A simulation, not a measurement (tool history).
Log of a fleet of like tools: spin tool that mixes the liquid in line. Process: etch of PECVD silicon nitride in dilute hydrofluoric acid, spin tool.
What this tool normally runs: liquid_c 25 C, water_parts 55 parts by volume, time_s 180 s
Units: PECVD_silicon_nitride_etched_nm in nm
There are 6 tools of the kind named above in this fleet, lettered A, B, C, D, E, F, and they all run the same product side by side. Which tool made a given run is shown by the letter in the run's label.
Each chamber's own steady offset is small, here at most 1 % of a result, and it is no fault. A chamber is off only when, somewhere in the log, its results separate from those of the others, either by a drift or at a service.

| run | hour | liquid_c | water_parts | time_s | read-back film thickness of the PECVD silicon nitride reference wafer, read on the same gauge (nm) | PECVD_silicon_nitride_etched_nm |
|---|---|---|---|---|---|---|
| 1E | 6 | 25 | 55 | 180 | 30.006 | 7.3259 |
| 2D | 12 | 25 | 55 | 180 | 29.974 | 7.4461 |
| 3F | 16.7 | 25 | 55 | 180 | 30.046 | 7.3592 |
| 4C | 20.8 | 25 | 55 | 180 | 29.991 | 7.5348 |
| 5A | 24.3 | 25 | 40 | 180 | 30.002 | 10.326 |
| 6B | 31.3 | 25 | 40 | 180 | 29.95 | 10.247 |
| 7E | 36.9 | 25 | 40 | 180 | 30.011 | 10.215 |
| 8A | 42 | 25 | 40 | 180 | 30.025 | 10.225 |
| 9F | 47.3 | 25 | 40 | 180 | 30.031 | 10.057 |
| 10C | 53.4 | 25 | 40 | 180 | 30.024 | 10.183 |
| 11D | 58.2 | 25 | 55 | 180 | 29.96 | 7.4217 |
| 12B | 63.5 | 25 | 55 | 180 | 30.005 | 7.5743 |
| 13E | 66.7 | 25 | 55 | 180 | 30.05 | 7.4198 |
| 14B | 73.6 | 25 | 55 | 180 | 30.011 | 7.5689 |
| 15A | 77.4 | 25 | 55 | 180 | 29.976 | 7.4917 |
| 16F | 81.6 | 25 | 55 | 180 | 30.044 | 7.5043 |
| 17D | 85.1 | 25 | 55 | 180 | 29.997 | 7.3403 |
| 18C | 88.4 | 25 | 55 | 180 | 30.035 | 7.3949 |
| 19D | 92.9 | 25 | 35 | 180 | 29.993 | 11.41 |
| 20E | 97.2 | 25 | 35 | 180 | 30.007 | 11.433 |
|  | 99.7 | chamber C: hydrofluoric acid flow meter replaced |
| 21A | 103.7 | 25 | 35 | 180 | 30.042 | 11.778 |
| 22B | 108.6 | 25 | 35 | 180 | 29.992 | 11.785 |
|  | 113.8 | chamber A: hydrofluoric acid flow meter replaced |
| 23F | 114.9 | 25 | 35 | 180 | 30 | 11.689 |
| 24C | 118.5 | 25 | 35 | 180 | 29.981 | 11.652 |
| 25A | 125.3 | 25 | 55 | 125 | 30.006 | 5.1095 |
| 26B | 129.3 | 25 | 55 | 125 | 30.045 | 5.2463 |
| 27F | 134.2 | 25 | 55 | 125 | 29.979 | 5.1846 |
| 28E | 137.8 | 25 | 55 | 125 | 29.968 | 5.1034 |
| 29D | 142.6 | 25 | 55 | 125 | 30.004 | 5.2112 |
| 30C | 146 | 25 | 55 | 125 | 29.988 | 5.1511 |
|  | 150.8 | chamber E: hydrofluoric acid flow meter replaced |
| 31D | 152.3 | 25 | 55 | 180 | 30.008 | 7.5137 |
| 32C | 158.2 | 25 | 55 | 180 | 30.013 | 7.4882 |
| 33A | 162.2 | 25 | 55 | 180 | 29.984 | 7.5606 |
| 34B | 165.5 | 25 | 40 | 250 | 30.003 | 14.365 |
| 35F | 171 | 25 | 40 | 250 | 29.966 | 13.998 |
|  | 173.6 | chamber A: thermometer replaced |
| 36E | 176 | 25 | 40 | 250 | 30.017 | 13.831 |
|  | 180.7 | chamber F: hydrofluoric acid flow meter replaced |
| 37A | 181.8 | 25 | 40 | 250 | 30.034 | 14.49 |
| 38D | 186.2 | 25 | 40 | 250 | 30.023 | 14.005 |
| 39C | 190.1 | 25 | 40 | 250 | 30.048 | 14.123 |
| 40B | 194.7 | 25 | 55 | 180 | 30.01 | 7.4773 |
| 41E | 200.5 | 25 | 55 | 180 | 29.976 | 7.3592 |
| 42F | 204.3 | 25 | 55 | 140 | 30.018 | 5.7733 |

What goes on in this fleet: one chamber off, a drifting gauge, or nothing beyond the chambers' own small offsets? Name the chamber and the cause, if any.

No chamber is off and the gauge is stable; the differences are just each chamber's small, constant offset.
